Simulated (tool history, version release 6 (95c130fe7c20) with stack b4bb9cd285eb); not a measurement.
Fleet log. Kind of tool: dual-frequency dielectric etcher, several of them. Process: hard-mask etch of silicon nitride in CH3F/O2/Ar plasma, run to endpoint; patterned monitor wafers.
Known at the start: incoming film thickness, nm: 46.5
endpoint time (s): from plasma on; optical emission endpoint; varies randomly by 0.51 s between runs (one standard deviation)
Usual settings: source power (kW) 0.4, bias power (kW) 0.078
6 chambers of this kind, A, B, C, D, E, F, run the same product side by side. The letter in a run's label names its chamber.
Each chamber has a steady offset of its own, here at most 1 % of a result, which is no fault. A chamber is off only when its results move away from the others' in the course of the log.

run,hour,source power (kW),bias power (kW),endpoint time (s)
1D,4.2,0.4,0.078,64.968
2F,6.7,0.4,0.078,64.108
3B,9.8,0.4,0.078,65.328
4C,12.9,0.4,0.078,64.924
5E,16.7,0.4,0.078,65.791
# hour 18.7: chamber E: source power generator calibrated
6A,19.6,0.4,0.078,64.898
7D,22.4,0.4,0.078,65.404
8A,26.6,0.4,0.078,65.5
9E,28.8,0.4,0.078,65.197
# hour 31.9: chamber F: wet clean of the chamber
10F,33.4,0.4,0.091,61.131
11B,37,0.4,0.091,62.242
12C,39.2,0.4,0.091,62.428
13C,43,0.4,0.091,62.235
14E,47.2,0.4,0.091,61.482
15D,49.4,0.4,0.091,61.732
16A,53.7,0.4,0.078,65.631
17F,56.3,0.4,0.078,64.592
18B,60.2,0.4,0.078,65.434
19D,63.7,0.4,0.078,64.642
20A,66.8,0.4,0.078,65.007
21F,70.2,0.4,0.078,64.212
22C,73.3,0.4,0.078,66.285
23E,77.2,0.4,0.078,65.583
# hour 78: chamber C: wet clean of the chamber
24B,80.9,0.4,0.078,65.702
25E,83.6,0.4,0.078,65.286
26B,86.6,0.4,0.078,64.676
27D,91.1,0.4,0.078,65.289
28A,94.8,0.47,0.078,62.174
29F,97.4,0.47,0.078,60.765
# hour 98.8: chamber A: wet clean of the chamber
30C,99.7,0.47,0.078,61.932
31E,104,0.47,0.078,61.644
32D,106.3,0.47,0.078,61.277
33B,108.9,0.47,0.078,61.934
34A,111,0.4,0.078,64.789
35C,115,0.4,0.078,65.696
36F,118.9,0.4,0.078,65.506
37E,121.8,0.4,0.078,64.837

Next, all 6 chambers run the settings below, one line each with question marks for the results. What does each chamber give?
38A,125.1,0.4,0.078,?
38B,125.1,0.4,0.078,?
38C,125.1,0.4,0.078,?
38D,125.1,0.4,0.078,?
38E,125.1,0.4,0.078,?
38F,125.1,0.4,0.078,?

run,endpoint time (s)
38A,65.811
38B,65.608
38C,66.142
38D,65.673
38E,64.55
38F,64.658
